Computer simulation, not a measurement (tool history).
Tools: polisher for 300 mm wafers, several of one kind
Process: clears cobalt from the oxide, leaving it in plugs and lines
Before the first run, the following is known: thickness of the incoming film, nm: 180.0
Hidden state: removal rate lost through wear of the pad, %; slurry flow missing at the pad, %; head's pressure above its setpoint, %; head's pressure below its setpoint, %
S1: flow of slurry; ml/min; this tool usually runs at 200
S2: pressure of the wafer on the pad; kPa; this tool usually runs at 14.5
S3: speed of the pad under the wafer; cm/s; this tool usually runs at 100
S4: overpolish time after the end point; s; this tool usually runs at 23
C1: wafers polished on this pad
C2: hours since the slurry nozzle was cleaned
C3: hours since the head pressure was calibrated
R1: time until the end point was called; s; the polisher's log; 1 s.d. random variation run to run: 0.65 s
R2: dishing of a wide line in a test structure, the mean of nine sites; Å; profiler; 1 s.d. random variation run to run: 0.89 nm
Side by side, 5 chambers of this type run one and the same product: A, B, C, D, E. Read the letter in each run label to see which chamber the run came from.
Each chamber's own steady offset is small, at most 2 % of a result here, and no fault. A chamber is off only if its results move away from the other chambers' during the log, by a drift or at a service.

run,day,S1,S2,S3,S4,C1,C2,C3,R1,R2
1D,0.325,200,14.5,100,23,1213,108.2,527.1,39.937,447.09
# day 0.525: chamber D: worn pad replaced by a new one
2C,0.671,200,14.5,100,23,229,190.1,251.9,38.777,449.79
# day 0.829: chamber E: worn pad replaced by a new one
3E,1.083,200,14.5,100,23,65,467.2,668.1,38.367,446.12
4B,1.362,200,14.5,100,23,1127,168.3,298.5,40.301,437.39
5A,1.642,200,14.5,100,23,441,307.9,40.2,40.485,464.74
6B,2.088,200,14.5,100,23,1313,185.7,315.9,39.583,444.8
# day 2.196: chamber B: worn pad replaced by a new one
7E,2.354,200,14.5,134,23,390,497.7,698.6,28.041,484.61
# day 2.529: chamber D: head pressure recalibrated
8A,2.775,200,14.5,134,23,731,335.1,67.4,29.695,503.78
9D,3.038,200,14.5,134,23,642,173.3,12.2,29.428,487.14
10C,3.342,200,14.5,134,23,912,254.2,316,28.977,482.75
11E,3.708,200,14.5,134,23,736,530.2,731.1,29.659,492.25
12D,4.142,200,14.5,100,23,924,199.8,38.7,40.506,460.05
# day 4.183: chamber E: worn pad replaced by a new one
13C,4.45,200,14.5,100,23,1195,280.8,342.6,40.445,443.61
# day 4.683: chamber E: head pressure recalibrated
# day 4.867: chamber C: worn pad replaced by a new one
14A,4.938,200,14.5,100,23,1284,387,119.3,39.629,438.06
# day 5.229: chamber A: worn pad replaced by a new one
15B,5.417,200,14.5,100,23,824,265.6,395.8,39.984,446.79
# day 5.517: chamber D: worn pad replaced by a new one
16C,5.871,200,14.5,100,23,257,314.9,376.7,39.73,439.48
17B,6.371,200,14.5,100,23,1068,288.5,418.7,39.227,456.54
# day 6.383: chamber B: worn pad replaced by a new one
18D,6.779,200,14.5,100,23,323,263.1,102,41.14,466.9
19E,7.058,200,14.5,100,23,735,610.6,57,40.598,456.41
20A,7.388,200,14.5,100,23,551,445.8,178.1,40.406,447.89
# day 7.608: chamber A: slurry nozzle cleaned
21A,7.775,270,14.5,100,23,651,4,187.4,38.243,443.98
# day 7.858: chamber E: worn pad replaced by a new one
22E,8.254,270,14.5,100,23,101,639.3,85.7,37.598,463.81
23D,8.6,270,14.5,100,23,789,306.8,145.7,39.606,481.15
24C,8.929,270,14.5,100,23,1039,388.3,450.1,39.833,456.29
25B,9.354,270,14.5,100,23,759,360.1,490.3,38.183,459.34
26D,9.829,200,10.3,120,23,1103,336.3,175.2,48.251,426.12
# day 10.162: chamber C: worn pad replaced by a new one
27E,10.317,200,10.3,120,23,629,688.8,135.2,47.02,437.81
# day 10.392: chamber B: worn pad replaced by a new one
28A,10.812,200,10.3,120,23,1427,76.9,260.3,46.425,434.52
# day 11.029: chamber E: worn pad replaced by a new one
29C,11.075,200,10.3,120,23,233,439.8,501.6,48.419,402.13
# day 11.217: chamber A: worn pad replaced by a new one
# day 11.275: chamber D: worn pad replaced by a new one
30B,11.496,200,10.3,120,23,283,411.5,541.7,46.313,424.39
31D,11.783,200,14.5,100,23,130,383.2,222.1,40.713,449.68
32E,12.212,200,14.5,100,23,303,734.3,180.7,39.691,459.23
33B,12.558,200,14.5,100,23,555,437,567.2,40.228,447.68
34A,13.067,200,17.2,100,23,473,131,314.4,33.295,477.22
35C,13.525,200,17.2,100,23,859,498.6,560.4,36.092,463.17
# day 13.592: chamber E: slurry nozzle cleaned
36D,13.871,200,17.2,100,23,664,433.3,272.2,34.976,470.91
37B,14.108,200,17.2,100,23,951,474.2,604.4,33.641,498.06
38A,14.562,200,17.2,100,23,855,166.9,350.3,33.39,467.66
# day 14.629: chamber E: worn pad replaced by a new one
# day 14.633: chamber C: worn pad replaced by a new one
39C,14.862,200,14.5,100,23,59,530.7,592.5,41.749,437.33
# day 15.212: chamber B: worn pad replaced by a new one
40E,15.217,200,14.5,100,23,151,39,252.8,38.635,466.06
41A,15.546,200,14.5,100,12,1107,190.5,373.9,39.575,323.22
42D,15.979,200,14.5,100,12,1203,483.9,322.8,40.13,338.56
# day 16.121: chamber B: head pressure recalibrated
43B,16.267,200,14.5,100,12,270,526,3.6,39.069,336.25

Each of the 5 chambers runs these same settings next. Fill in every chamber's results:
44A,16.629,160,14.5,100,23,,,,?,?
44B,16.629,160,14.5,100,23,,,,?,?
44C,16.629,160,14.5,100,23,,,,?,?
44D,16.629,160,14.5,100,23,,,,?,?
44E,16.629,160,14.5,100,23,,,,?,?

run,R1,R2
44A,41.474,443.76
44B,41.248,456.38
44C,44.566,441.14
44D,42.713,459.48
44E,40.17,433.5

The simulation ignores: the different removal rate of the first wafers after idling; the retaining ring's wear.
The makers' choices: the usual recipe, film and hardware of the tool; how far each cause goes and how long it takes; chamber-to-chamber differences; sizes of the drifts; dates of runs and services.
